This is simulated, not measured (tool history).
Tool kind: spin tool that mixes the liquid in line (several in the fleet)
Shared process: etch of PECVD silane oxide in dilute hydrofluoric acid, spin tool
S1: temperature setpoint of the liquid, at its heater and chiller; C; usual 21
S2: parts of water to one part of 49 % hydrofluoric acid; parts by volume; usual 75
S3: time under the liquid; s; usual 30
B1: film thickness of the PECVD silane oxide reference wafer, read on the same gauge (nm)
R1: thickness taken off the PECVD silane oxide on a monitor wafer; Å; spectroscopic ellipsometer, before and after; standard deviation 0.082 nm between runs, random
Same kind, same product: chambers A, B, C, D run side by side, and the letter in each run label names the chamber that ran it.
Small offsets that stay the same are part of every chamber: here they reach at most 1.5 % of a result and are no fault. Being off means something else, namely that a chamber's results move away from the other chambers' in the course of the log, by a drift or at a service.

run 1B hour=7.5 | S1=21 S2=75 S3=30 | B1=120 | R1=180.97
run 2A hour=19.5 | S1=21 S2=75 S3=30 | B1=120.01 | R1=181.88
run 3D hour=27.3 | S1=21 S2=75 S3=30 | B1=120.02 | R1=179.53
run 4C hour=37 | S1=21 S2=75 S3=30 | B1=120 | R1=182.3
run 5B hour=43.6 | S1=21 S2=75 S3=30 | B1=120.01 | R1=180.67
run 6A hour=50.8 | S1=21 S2=75 S3=30 | B1=119.97 | R1=182.5
run 7D hour=64.7 | S1=21 S2=75 S3=30 | B1=119.99 | R1=179.52
-- hour=70.7 chamber B: hydrofluoric acid flow meter replaced
run 8C hour=74.9 | S1=21 S2=75 S3=30 | B1=120 | R1=182.16
run 9C hour=81.9 | S1=21 S2=75 S3=30 | B1=119.99 | R1=180.59
run 10B hour=95.4 | S1=21 S2=75 S3=30 | B1=119.99 | R1=181.17
run 11D hour=108 | S1=21 S2=75 S3=30 | B1=120.01 | R1=180.18
run 12A hour=115.2 | S1=21 S2=75 S3=30 | B1=119.99 | R1=183.45
run 13C hour=123.5 | S1=21 S2=75 S3=30 | B1=120 | R1=180.59
run 14A hour=132.3 | S1=21 S2=75 S3=30 | B1=120 | R1=185.64
run 15D hour=145.4 | S1=21 S2=75 S3=30 | B1=120 | R1=179.99
run 16B hour=154.6 | S1=21 S2=75 S3=30 | B1=119.98 | R1=182.62
run 17D hour=166.5 | S1=21 S2=75 S3=30 | B1=120.01 | R1=179.88
run 18C hour=179.6 | S1=21 S2=75 S3=30 | B1=120.01 | R1=181.07
run 19A hour=191.1 | S1=21 S2=75 S3=30 | B1=120 | R1=187.88
run 20B hour=203.6 | S1=21 S2=75 S3=30 | B1=120.01 | R1=180.48
run 21B hour=213.2 | S1=21 S2=75 S3=30 | B1=119.99 | R1=180.92
run 22D hour=220.2 | S1=21 S2=75 S3=30 | B1=120 | R1=180.18
run 23C hour=231.9 | S1=21 S2=75 S3=30 | B1=120.01 | R1=179.8
-- hour=240.1 chamber D: hydrofluoric acid flow meter replaced
run 24A hour=242.9 | S1=21 S2=75 S3=30 | B1=119.98 | R1=191.48
-- hour=247.8 chamber C: thermometer replaced
run 25A hour=251.4 | S1=21 S2=75 S3=30 | B1=120.01 | R1=191.18
run 26B hour=265.4 | S1=21 S2=75 S3=30 | B1=119.98 | R1=180.36
run 27C hour=273.4 | S1=21 S2=75 S3=30 | B1=120 | R1=181.09
run 28D hour=285.3 | S1=21 S2=75 S3=20 | B1=119.98 | R1=119.44
run 29D hour=298.3 | S1=21 S2=75 S3=20 | B1=120 | R1=119.23
run 30B hour=311 | S1=21 S2=75 S3=20 | B1=119.99 | R1=120.98

Is one chamber off against the others, does the gauge drift, or is nothing wrong? If a chamber is off, say which, and what the likeliest cause is.

Chamber A drifts away from the others.
Cause: liquid hotter than its thermometer reads (K) = 1.59.
Not necessarily distinguishable in this log from: hydrofluoric acid flow above the setpoint (%).

Chamber A could run next with any of the 4 candidate recipes listed below; each alters the usual settings, and their results appear as question marks. Which one brings its results back in line with what the other chambers deliver on the usual settings?
In line here means within this much of the mean the other chambers give on the usual settings: R1 2.8 Å
run 31A-1 hour=321.3 | S1=20 S2=75 S3=30 | R1=?
run 31A-2 hour=321.3 | S1=21 S2=70 S3=30 | R1=?
run 31A-3 hour=321.3 | S1=22 S2=75 S3=30 | R1=?
run 31A-4 hour=321.3 | S1=21 S2=80 S3=30 | R1=?

Average result of the remaining chambers running the usual settings: R1 180.9 Å
run=31A-1 R1=187.34
run=31A-2 R1=210.17
run=31A-3 R1=203.29
run=31A-4 R1=182.04
It is 31A-4 that realigns the chamber with its peers.
